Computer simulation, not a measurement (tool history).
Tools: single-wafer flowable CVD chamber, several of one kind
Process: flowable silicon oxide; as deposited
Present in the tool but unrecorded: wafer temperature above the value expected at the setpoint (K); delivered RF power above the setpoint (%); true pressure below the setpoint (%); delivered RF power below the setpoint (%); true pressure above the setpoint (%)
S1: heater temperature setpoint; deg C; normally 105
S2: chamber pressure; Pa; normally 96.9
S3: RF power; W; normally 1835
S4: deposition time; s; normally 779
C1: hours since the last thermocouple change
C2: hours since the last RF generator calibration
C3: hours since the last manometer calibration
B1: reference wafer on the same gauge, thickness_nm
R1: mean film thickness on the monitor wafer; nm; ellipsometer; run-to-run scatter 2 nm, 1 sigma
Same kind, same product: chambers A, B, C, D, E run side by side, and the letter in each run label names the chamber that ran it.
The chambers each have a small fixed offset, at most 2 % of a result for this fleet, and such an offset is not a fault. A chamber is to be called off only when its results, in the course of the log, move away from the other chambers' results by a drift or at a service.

run	hour	S1	S2	S3	S4	C1	C2	C3	B1	R1
1A	11	105	96.9	1835	779	1023.4	1068.7	940.4	319.11	347.18
2C	17.5	105	96.9	1835	779	2376.4	135.5	70.9	318.52	348.64
# hour 24.4: chamber D: RF generator calibrated
3B	28.3	105	96.9	1835	779	794.4	2100.4	820.3	319.44	351.44
4E	40.4	105	96.9	1835	779	658.5	791.9	867.2	319.02	342.45
5D	49.2	105	96.9	1520	895	726.8	24.9	1095.8	319.57	379.16
6D	61.9	105	96.9	1520	895	739.5	37.6	1108.5	319.23	381.28
7E	70.2	105	96.9	1520	895	688.3	821.7	897	318.71	372.85
8B	81.8	105	96.9	1520	895	847.9	2153.9	873.8	319.15	385.68
9C	95.3	105	96.9	1520	895	2454.2	213.3	148.7	319.31	379.66
10A	101.5	105	96.9	1835	779	1113.9	1159.2	1030.9	319	349.58
# hour 104.4: chamber C: thermocouple changed; heater temperature recalibrated
11C	109.1	105	96.9	1835	779	4.8	227.1	162.5	318.98	350.67
12D	120.1	112	96.9	1620	779	797.7	95.8	1166.7	318.58	269.45
13B	129.9	112	96.9	1620	779	896	2202	921.9	318.5	273.15
14E	138.9	112	96.9	1620	779	757	890.4	965.7	319.16	263.85
15A	147.2	112	96.9	1620	779	1159.6	1204.9	1076.6	318.93	270.91
16E	155.7	112	96.9	1620	779	773.8	907.2	982.5	318.92	262.94
17C	168.5	105	96.9	1835	779	64.2	286.5	221.9	319.22	353.35
# hour 176.7: chamber B: thermocouple changed; heater temperature recalibrated
18A	180.2	105	96.9	1835	779	1192.6	1237.9	1109.6	319	347.4
# hour 185: chamber A: thermocouple changed; heater temperature recalibrated
19D	192.6	105	96.9	1835	779	870.2	168.3	1239.2	318.65	350.38
20B	205.1	105	96.9	1835	779	28.4	2277.2	997.1	319.2	351.47
21E	216.9	105	96.9	1835	779	835	968.4	1043.7	319.25	346.51
22C	230.2	105	96.9	1835	779	125.9	348.2	283.6	318.65	351.28
23D	239.3	105	116	1835	779	916.9	215	1285.9	318.84	444.98
# hour 242: chamber B: RF generator calibrated
24A	251.9	105	116	1835	779	67	1309.6	1181.3	318.85	444.19
25B	263.9	105	116	1835	779	87.2	21.9	1055.9	318.72	440.39
26D	274.9	105	116	1835	779	952.5	250.6	1321.5	318.89	445.33
27A	284.6	105	116	1835	779	99.7	1342.3	1214	318.75	443.49
28B	292	105	96.9	1835	779	115.3	50	1084	318.63	351.96
29E	299.1	105	96.9	1835	779	917.2	1050.6	1125.9	318.67	342.84
30C	306.1	105	96.9	1835	779	201.8	424.1	359.5	319.24	347.97
31E	314.3	105	96.9	1835	779	932.4	1065.8	1141.1	318.5	346.23
32B	322.9	105	96.9	1835	779	146.2	80.9	1114.9	318.76	353.54
33A	336.8	105	96.9	1835	779	151.9	1394.5	1266.2	319.04	347.07
34C	346.2	105	96.9	1835	779	241.9	464.2	399.6	319.05	345.25
35D	359.6	105	96.9	1835	779	1037.2	335.3	1406.2	319.34	353.55
# hour 367.2: chamber D: capacitance manometer re-zeroed and calibrated
36E	368.5	105	96.9	1835	779	986.6	1120	1195.3	319.04	342.89
37C	375.6	105	107.5	2030	779	271.3	493.6	429	319.34	409.15
38D	383.5	105	107.5	2030	779	1061.1	359.2	16.3	318.78	410.91
39A	393.3	105	107.5	2030	779	208.4	1451	1322.7	318.71	406.16
40B	401.4	105	107.5	2030	779	224.7	159.4	1193.4	318.71	412.6
41D	408	105	107.5	2030	779	1085.6	383.7	40.8	318.56	412.28
42B	417.3	105	96.9	1835	779	240.6	175.3	1209.3	319.04	357.93
43E	426.9	105	96.9	1835	779	1045	1178.4	1253.7	319.04	340.57

For the next run the whole fleet of 5 chambers uses the same settings. Give each chamber's results:
44A	436.9	111	96.9	1835	779					?
44B	436.9	111	96.9	1835	779					?
44C	436.9	111	96.9	1835	779					?
44D	436.9	111	96.9	1835	779					?
44E	436.9	111	96.9	1835	779					?

run	R1
44A	287.84
44B	291.03
44C	284.07
44D	288.49
44E	282.38

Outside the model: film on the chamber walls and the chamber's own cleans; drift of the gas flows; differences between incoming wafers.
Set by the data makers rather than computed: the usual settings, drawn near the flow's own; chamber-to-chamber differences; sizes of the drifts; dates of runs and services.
